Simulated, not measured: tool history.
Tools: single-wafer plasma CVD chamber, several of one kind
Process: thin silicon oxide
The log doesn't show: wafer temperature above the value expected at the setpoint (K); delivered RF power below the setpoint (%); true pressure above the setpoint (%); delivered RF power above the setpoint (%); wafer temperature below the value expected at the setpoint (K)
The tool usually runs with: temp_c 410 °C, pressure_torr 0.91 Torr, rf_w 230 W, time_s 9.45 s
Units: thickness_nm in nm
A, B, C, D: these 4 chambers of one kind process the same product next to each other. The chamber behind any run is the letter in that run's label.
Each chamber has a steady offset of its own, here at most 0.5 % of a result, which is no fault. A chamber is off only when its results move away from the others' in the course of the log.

run,day,temp_c,pressure_torr,rf_w,time_s,hours since the last thermocouple change,hours since the last RF generator calibration,hours since the last manometer calibration,"read-back reference wafer on the same gauge, thickness_nm",thickness_nm
1C,0.404,410,0.91,230,9.45,1395.6,499.7,2181.7,15.49,17.077
2D,0.788,410,0.91,230,9.45,440.8,1191.4,368.8,15.499,17.065
3B,1.25,410,0.91,230,9.45,1338.1,1980.9,2268.5,15.493,17.093
# day 1.408: chamber B: RF generator calibrated
4A,1.683,410,0.91,230,9.45,1070,551.2,3287.5,15.486,17.193
5D,2.254,404,0.91,265,9.45,476,1226.6,404,15.488,18.291
6A,2.588,404,0.91,265,9.45,1091.7,572.9,3309.2,15.488,18.412
7C,2.983,404,0.91,265,9.45,1457.5,561.6,2243.6,15.484,18.235
8B,3.579,404,0.91,265,9.45,1394,52.2,2324.4,15.481,18.324
9C,3.933,421,0.91,260,9.45,1480.3,584.4,2266.4,15.47,17.863
10A,4.575,421,0.91,260,9.45,1139.4,620.6,3356.9,15.472,18.037
11D,5.108,421,0.91,260,9.45,544.5,1295.1,472.5,15.459,17.917
# day 5.5: chamber A: capacitance manometer re-zeroed and calibrated
12B,5.654,421,0.91,260,9.45,1443.8,102,2374.2,15.462,17.987
13A,6.267,410,0.91,230,9.45,1180,661.2,18.5,15.461,17.144
14B,6.879,410,0.91,230,9.45,1473.2,131.4,2403.6,15.459,17.054
15C,7.288,410,0.91,230,9.45,1560.8,664.9,2346.9,15.454,17.075
# day 7.683: chamber B: capacitance manometer re-zeroed and calibrated
16D,7.804,410,0.91,230,9.45,609.2,1359.8,537.2,15.443,17.015
17B,8.283,410,0.91,230,9.45,1506.9,165.1,14.5,15.449,16.982
18C,8.625,410,0.91,230,9.45,1592.9,697,2379,15.439,17.029
19A,9.208,410,0.91,230,9.45,1250.6,731.8,89.1,15.44,17.154
20D,9.892,410,0.91,230,9.45,659.3,1409.9,587.3,15.435,17.067
21B,10.317,410,0.91,230,7.9,1555.7,213.9,63.3,15.438,14.229
22D,10.854,410,0.91,230,7.9,682.4,1433,610.4,15.429,14.249
23A,11.292,410,0.91,230,7.9,1300.6,781.8,139.1,15.42,14.346
24C,11.979,410,0.91,230,7.9,1673.4,777.5,2459.5,15.423,14.233
25D,12.483,410,0.91,230,9.45,721.5,1472.1,649.5,15.423,17.007
26A,13.112,410,0.91,230,9.45,1344.3,825.5,182.8,15.418,17.105
27B,13.608,410,0.91,230,9.45,1634.7,292.9,142.3,15.413,16.995

All 4 chambers run these settings next. Forecast each chamber's results:
28A,14.104,410,0.91,230,9.45,,,,,?
28B,14.104,410,0.91,230,9.45,,,,,?
28C,14.104,410,0.91,230,9.45,,,,,?
28D,14.104,410,0.91,230,9.45,,,,,?

run,thickness_nm
28A,17.076
28B,17.007
28C,17.002
28D,17.024
